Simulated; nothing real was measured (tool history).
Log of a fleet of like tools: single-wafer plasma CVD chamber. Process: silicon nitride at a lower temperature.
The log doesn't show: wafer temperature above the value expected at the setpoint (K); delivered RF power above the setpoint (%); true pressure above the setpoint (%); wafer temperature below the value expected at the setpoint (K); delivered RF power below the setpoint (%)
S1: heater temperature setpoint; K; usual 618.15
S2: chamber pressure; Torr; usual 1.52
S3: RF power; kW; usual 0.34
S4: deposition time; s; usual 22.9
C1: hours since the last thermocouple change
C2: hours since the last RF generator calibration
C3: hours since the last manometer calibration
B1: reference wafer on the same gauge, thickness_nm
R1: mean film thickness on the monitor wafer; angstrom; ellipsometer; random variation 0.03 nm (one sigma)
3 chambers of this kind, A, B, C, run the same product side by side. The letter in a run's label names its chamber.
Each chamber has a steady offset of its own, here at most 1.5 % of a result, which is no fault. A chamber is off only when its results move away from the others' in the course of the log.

run	hour	S1	S2	S3	S4	C1	C2	C3	B1	R1
1B	6.2	618.15	1.52	0.34	22.9	276.6	1083.3	2281.5	28.208	290.48
2C	13.6	618.15	1.52	0.34	22.9	209.6	896.5	640.1	28.208	284.47
3A	20.2	618.15	1.52	0.34	22.9	1070.3	1196.4	1310.6	28.207	288.77
4C	27.7	618.15	1.52	0.34	22.9	223.7	910.6	654.2	28.219	285.48
5A	32.7	618.15	1.52	0.34	22.9	1082.8	1208.9	1323.1	28.218	288.95
6B	38.4	618.15	1.52	0.34	22.9	308.8	1115.5	2313.7	28.217	290.17
7C	44.5	618.15	1.52	0.34	22.9	240.5	927.4	671	28.215	285.53
8B	49	618.15	1.52	0.34	22.9	319.4	1126.1	2324.3	28.226	290.68
9A	56	618.15	1.52	0.34	22.9	1106.1	1232.2	1346.4	28.241	288.86
10A	61	618.15	1.52	0.34	22.9	1111.1	1237.2	1351.4	28.232	289.41
11C	66.7	618.15	1.52	0.34	22.9	262.7	949.6	693.2	28.234	285.21
12B	73.9	618.15	1.52	0.34	22.9	344.3	1151	2349.2	28.237	290.36
13C	79.8	618.15	1.52	0.34	22.9	275.8	962.7	706.3	28.246	285.78
# hour 81.8: chamber A: RF generator calibrated
14B	87.9	618.15	1.52	0.34	24.4	358.3	1165	2363.2	28.258	309.91
15A	95.2	618.15	1.52	0.34	24.4	1145.3	13.5	1385.6	28.262	308.47
16B	99.6	618.15	1.52	0.34	24.4	370	1176.7	2374.9	28.261	310.48
17A	106.8	618.15	1.52	0.34	22.9	1156.9	25.1	1397.2	28.261	289.36
18C	114.8	618.15	1.52	0.34	22.9	310.8	997.7	741.3	28.268	285.25
19B	118.6	618.15	1.52	0.34	22.9	389	1195.7	2393.9	28.26	290.77
# hour 126: chamber A: capacitance manometer re-zeroed and calibrated
20A	126.2	618.15	1.2	0.39	22.9	1176.3	44.5	0.3	28.27	295.93
21C	132.7	618.15	1.2	0.39	22.9	328.7	1015.6	759.2	28.273	291.07
22B	140.3	618.15	1.2	0.39	22.9	410.7	1217.4	2415.6	28.285	297.15
23A	147.6	618.15	1.52	0.34	22.9	1197.7	65.9	21.7	28.283	289.44
24C	154.8	618.15	1.52	0.34	22.9	350.8	1037.7	781.3	28.289	286.09
25A	162.4	618.15	1.52	0.285	22.9	1212.5	80.7	36.5	28.287	256.52
26B	168.7	618.15	1.52	0.285	22.9	439.1	1245.8	2444	28.299	258.38
27C	176.7	618.15	1.52	0.285	22.9	372.7	1059.6	803.2	28.292	255.02
28C	184	618.15	1.52	0.365	22.9	380	1066.9	810.5	28.307	299.36
29B	189.8	618.15	1.52	0.365	22.9	460.2	1266.9	2465.1	28.312	305.6
30A	197.2	618.15	1.52	0.365	22.9	1247.3	115.5	71.3	28.306	304.27
31A	201.9	618.15	1.52	0.34	22.9	1252	120.2	76	28.315	289.94
32B	207.6	618.15	1.52	0.34	22.9	478	1284.7	2482.9	28.318	291.84

Next, every chamber runs the same settings. What will each give?
33A	213.4	618.15	1.52	0.34	19.7					?
33B	213.4	618.15	1.52	0.34	19.7					?
33C	213.4	618.15	1.52	0.34	19.7					?

run	R1
33A	249.52
33B	251.16
33C	246.17
